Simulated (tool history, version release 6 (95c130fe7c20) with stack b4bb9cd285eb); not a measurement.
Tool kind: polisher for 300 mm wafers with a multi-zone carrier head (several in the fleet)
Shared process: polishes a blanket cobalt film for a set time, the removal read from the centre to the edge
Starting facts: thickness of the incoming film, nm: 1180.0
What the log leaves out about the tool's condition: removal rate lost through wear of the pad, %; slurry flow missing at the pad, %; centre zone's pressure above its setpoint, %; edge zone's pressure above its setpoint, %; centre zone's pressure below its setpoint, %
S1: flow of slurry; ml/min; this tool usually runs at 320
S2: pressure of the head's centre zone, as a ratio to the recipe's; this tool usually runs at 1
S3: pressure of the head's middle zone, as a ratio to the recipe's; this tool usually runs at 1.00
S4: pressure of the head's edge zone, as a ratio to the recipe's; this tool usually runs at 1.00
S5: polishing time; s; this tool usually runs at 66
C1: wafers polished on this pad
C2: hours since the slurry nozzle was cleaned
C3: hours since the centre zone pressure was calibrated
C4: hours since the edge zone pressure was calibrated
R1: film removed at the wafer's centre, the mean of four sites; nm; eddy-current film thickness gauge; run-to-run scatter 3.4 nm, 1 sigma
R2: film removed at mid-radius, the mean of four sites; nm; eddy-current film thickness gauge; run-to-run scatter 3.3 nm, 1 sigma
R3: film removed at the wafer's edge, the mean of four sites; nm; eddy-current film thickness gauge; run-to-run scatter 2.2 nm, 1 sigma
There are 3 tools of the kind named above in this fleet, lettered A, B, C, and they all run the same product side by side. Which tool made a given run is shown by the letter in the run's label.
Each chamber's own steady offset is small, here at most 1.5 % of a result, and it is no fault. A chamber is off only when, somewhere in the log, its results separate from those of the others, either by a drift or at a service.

At hour 3.7: chamber C: worn pad replaced by a new one.
Run 1B, hour 6.9: usual settings; C1 559; C2 126.7; C3 32.0; C4 23.9. Result: R1 255.97 nm, R2 265.23 nm, R3 254.84 nm.
Run 2A, hour 16.0: usual settings; C1 253; C2 668.7; C3 306.4; C4 400.4. Result: R1 256.13 nm, R2 258.78 nm, R3 254.00 nm.
At hour 25.2: chamber A: slurry nozzle cleaned.
Run 3C, hour 26.7: usual settings; C1 263; C2 574.1; C3 797.7; C4 313.0. Result: R1 257.35 nm, R2 255.93 nm, R3 259.81 nm.
Run 4B, hour 37.6: usual settings; C1 910; C2 157.4; C3 62.7; C4 54.6. Result: R1 251.56 nm, R2 259.55 nm, R3 259.45 nm.
Run 5A, hour 44.2: usual settings; C1 575; C2 19.0; C3 334.6; C4 428.6. Result: R1 259.96 nm, R2 256.62 nm, R3 253.86 nm.
At hour 46.0: chamber A: worn pad replaced by a new one.
Run 6C, hour 55.6: usual settings but S4 0.94, S5 51 s; C1 593; C2 603.0; C3 826.6; C4 341.9. Result: R1 196.16 nm, R2 194.75 nm, R3 191.95 nm.
Run 7C, hour 67.3: usual settings but S4 0.94, S5 51 s; C1 727; C2 614.7; C3 838.3; C4 353.6. Result: R1 195.83 nm, R2 198.02 nm, R3 193.77 nm.
At hour 74.0: chamber B: worn pad replaced by a new one.
Run 8A, hour 78.7: usual settings but S4 0.94, S5 51 s; C1 374; C2 53.5; C3 369.1; C4 463.1. Result: R1 196.51 nm, R2 199.32 nm, R3 189.41 nm.
At hour 85.3: chamber C: worn pad replaced by a new one.
Run 9B, hour 90.9: usual settings; C1 193; C2 210.7; C3 116.0; C4 107.9. Result: R1 247.51 nm, R2 268.61 nm, R3 257.28 nm.
At hour 91.7: chamber A: worn pad replaced by a new one.
Run 10A, hour 98.7: usual settings; C1 80; C2 73.5; C3 389.1; C4 483.1. Result: R1 260.43 nm, R2 257.52 nm, R3 255.64 nm.
Run 11B, hour 110.8: usual settings; C1 421; C2 230.6; C3 135.9; C4 127.8. Result: R1 254.94 nm, R2 259.53 nm, R3 258.03 nm.
Run 12C, hour 122.5: usual settings but S3 0.93, S5 44 s; C1 425; C2 669.9; C3 893.5; C4 408.8. Result: R1 167.92 nm, R2 159.92 nm, R3 171.26 nm.
Run 13A, hour 129.9: usual settings but S3 0.93, S5 44 s; C1 436; C2 104.7; C3 420.3; C4 514.3. Result: R1 171.25 nm, R2 162.64 nm, R3 170.28 nm.
Run 14C, hour 135.5: usual settings but S3 0.93, S5 44 s; C1 574; C2 682.9; C3 906.5; C4 421.8. Result: R1 173.11 nm, R2 159.92 nm, R3 171.50 nm.
At hour 145.5: chamber A: worn pad replaced by a new one.
Run 15B, hour 147.5: usual settings; C1 840; C2 267.3; C3 172.6; C4 164.5. Result: R1 252.01 nm, R2 264.64 nm, R3 258.41 nm.
Run 16B, hour 153.2: usual settings but S1 385 ml/min, S5 73 s; C1 905; C2 273.0; C3 178.3; C4 170.2. Result: R1 286.61 nm, R2 296.78 nm, R3 289.30 nm.
Run 17C, hour 162.6: usual settings but S1 385 ml/min, S5 73 s; C1 883; C2 710.0; C3 933.6; C4 448.9. Result: R1 289.42 nm, R2 282.15 nm, R3 294.29 nm.
At hour 163.3: chamber C: worn pad replaced by a new one.
At hour 168.2: chamber C: slurry nozzle cleaned.
Run 18A, hour 173.9: usual settings but S1 385 ml/min, S5 73 s; C1 324; C2 148.7; C3 464.3; C4 558.3. Result: R1 299.61 nm, R2 287.47 nm, R3 284.33 nm.
Run 19C, hour 182.9: usual settings; C1 224; C2 14.7; C3 953.9; C4 469.2. Result: R1 259.98 nm, R2 257.37 nm, R3 261.83 nm.
Run 20B, hour 194.5: usual settings; C1 1378; C2 314.3; C3 219.6; C4 211.5. Result: R1 257.33 nm, R2 262.60 nm, R3 257.79 nm.

One chamber off, gauge drift, or nothing amiss beyond the chambers' own small offsets? If it is a chamber, which one, and what is the likeliest cause?

No chamber stands off beyond its own small offset, and the gauge holds steady.

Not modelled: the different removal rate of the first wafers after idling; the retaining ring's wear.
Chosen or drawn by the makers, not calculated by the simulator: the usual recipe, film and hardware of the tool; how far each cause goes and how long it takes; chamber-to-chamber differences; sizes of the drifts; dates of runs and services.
